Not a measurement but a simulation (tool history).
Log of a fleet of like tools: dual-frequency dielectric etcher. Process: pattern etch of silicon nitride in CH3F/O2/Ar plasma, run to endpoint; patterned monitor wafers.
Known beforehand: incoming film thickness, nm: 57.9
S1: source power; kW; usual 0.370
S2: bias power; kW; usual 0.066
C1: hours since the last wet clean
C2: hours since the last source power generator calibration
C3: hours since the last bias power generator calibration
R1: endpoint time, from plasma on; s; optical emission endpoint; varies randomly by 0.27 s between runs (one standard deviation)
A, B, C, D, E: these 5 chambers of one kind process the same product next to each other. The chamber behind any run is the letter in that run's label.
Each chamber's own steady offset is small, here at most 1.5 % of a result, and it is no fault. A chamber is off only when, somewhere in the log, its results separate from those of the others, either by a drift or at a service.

run 1E day=0.258 | S1=0.370 S2=0.066 | C1=138.2 C2=4750.3 C3=1835.0 | R1=88.655
run 2C day=0.808 | S1=0.370 S2=0.066 | C1=35.2 C2=2073.5 C3=347.1 | R1=90.024
-- day=0.946 chamber D: wet clean of the chamber
run 3D day=1.258 | S1=0.370 S2=0.066 | C1=7.5 C2=1120.4 C3=2000.4 | R1=88.611
run 4A day=1.729 | S1=0.370 S2=0.066 | C1=380.4 C2=3461.2 C3=2778.0 | R1=88.948
run 5B day=2.258 | S1=0.370 S2=0.066 | C1=458.5 C2=777.2 C3=915.2 | R1=89.047
run 6E day=2.688 | S1=0.370 S2=0.066 | C1=196.5 C2=4808.6 C3=1893.3 | R1=89.243
run 7C day=3.000 | S1=0.370 S2=0.066 | C1=87.8 C2=2126.1 C3=399.7 | R1=90.027
run 8A day=3.250 | S1=0.370 S2=0.066 | C1=416.9 C2=3497.7 C3=2814.5 | R1=88.680
run 9D day=3.800 | S1=0.370 S2=0.066 | C1=68.5 C2=1181.4 C3=2061.4 | R1=89.065
run 10B day=4.054 | S1=0.370 S2=0.066 | C1=501.6 C2=820.3 C3=958.3 | R1=89.335
run 11B day=4.492 | S1=0.370 S2=0.066 | C1=512.1 C2=830.8 C3=968.8 | R1=88.847
run 12E day=5.008 | S1=0.370 S2=0.066 | C1=252.2 C2=4864.3 C3=1949.0 | R1=88.584
run 13A day=5.571 | S1=0.370 S2=0.066 | C1=472.6 C2=3553.4 C3=2870.2 | R1=88.890
run 14C day=5.854 | S1=0.370 S2=0.066 | C1=156.3 C2=2194.6 C3=468.2 | R1=89.870
run 15D day=6.392 | S1=0.370 S2=0.066 | C1=130.7 C2=1243.6 C3=2123.6 | R1=88.575
run 16B day=6.688 | S1=0.370 S2=0.066 | C1=564.8 C2=883.5 C3=1021.5 | R1=89.283
run 17C day=7.117 | S1=0.370 S2=0.066 | C1=186.6 C2=2224.9 C3=498.5 | R1=90.068
run 18D day=7.425 | S1=0.280 S2=0.058 | C1=155.5 C2=1268.4 C3=2148.4 | R1=103.000
run 19A day=7.825 | S1=0.280 S2=0.058 | C1=526.7 C2=3607.5 C3=2924.3 | R1=103.510
run 20E day=8.288 | S1=0.280 S2=0.058 | C1=330.9 C2=4943.0 C3=2027.7 | R1=103.790
run 21E day=8.838 | S1=0.280 S2=0.058 | C1=344.1 C2=4956.2 C3=2040.9 | R1=103.360
run 22D day=9.158 | S1=0.280 S2=0.058 | C1=197.1 C2=1310.0 C3=2190.0 | R1=103.560
run 23B day=9.608 | S1=0.370 S2=0.066 | C1=634.9 C2=953.6 C3=1091.6 | R1=89.199
-- day=9.929 chamber B: wet clean of the chamber
run 24C day=10.154 | S1=0.370 S2=0.066 | C1=259.5 C2=2297.8 C3=571.4 | R1=89.900
run 25A day=10.583 | S1=0.370 S2=0.066 | C1=592.9 C2=3673.7 C3=2990.5 | R1=88.734
run 26D day=10.950 | S1=0.370 S2=0.066 | C1=240.1 C2=1353.0 C3=2233.0 | R1=88.271
-- day=11.208 chamber A: wet clean of the chamber
run 27B day=11.312 | S1=0.370 S2=0.066 | C1=33.2 C2=994.5 C3=1132.5 | R1=86.144
run 28A day=11.696 | S1=0.370 S2=0.066 | C1=11.7 C2=3700.4 C3=3017.2 | R1=88.905
run 29E day=12.246 | S1=0.370 S2=0.066 | C1=425.9 C2=5038.0 C3=2122.7 | R1=88.868
run 30C day=12.671 | S1=0.370 S2=0.066 | C1=319.9 C2=2358.2 C3=631.8 | R1=90.473
run 31A day=13.188 | S1=0.370 S2=0.066 | C1=47.5 C2=3736.2 C3=3053.0 | R1=88.830
run 32E day=13.583 | S1=0.370 S2=0.053 | C1=458.0 C2=5070.1 C3=2154.8 | R1=95.602
run 33D day=13.862 | S1=0.370 S2=0.053 | C1=310.0 C2=1422.9 C3=2302.9 | R1=95.572
run 34B day=14.183 | S1=0.370 S2=0.053 | C1=102.1 C2=1063.4 C3=1201.4 | R1=91.545
-- day=14.438 chamber E: wet clean of the chamber
run 35C day=14.454 | S1=0.370 S2=0.053 | C1=362.7 C2=2401.0 C3=674.6 | R1=97.057
run 36B day=14.862 | S1=0.370 S2=0.053 | C1=118.4 C2=1079.7 C3=1217.7 | R1=92.269
run 37C day=15.425 | S1=0.370 S2=0.066 | C1=386.0 C2=2424.3 C3=697.9 | R1=90.152
-- day=15.608 chamber E: source power generator calibrated
run 38A day=15.858 | S1=0.370 S2=0.066 | C1=111.6 C2=3800.3 C3=3117.1 | R1=89.165
run 39E day=16.375 | S1=0.370 S2=0.066 | C1=46.6 C2=18.4 C3=2221.8 | R1=89.152

The same settings go to every chamber for the next run, one line per chamber below. Forecast the results for each:
run 40A day=16.783 | S1=0.370 S2=0.077 | R1=?
run 40B day=16.783 | S1=0.370 S2=0.077 | R1=?
run 40C day=16.783 | S1=0.370 S2=0.077 | R1=?
run 40D day=16.783 | S1=0.370 S2=0.077 | R1=?
run 40E day=16.783 | S1=0.370 S2=0.077 | R1=?

run=40A R1=84.241
run=40B R1=81.190
run=40C R1=85.342
run=40D R1=83.799
run=40E R1=83.930
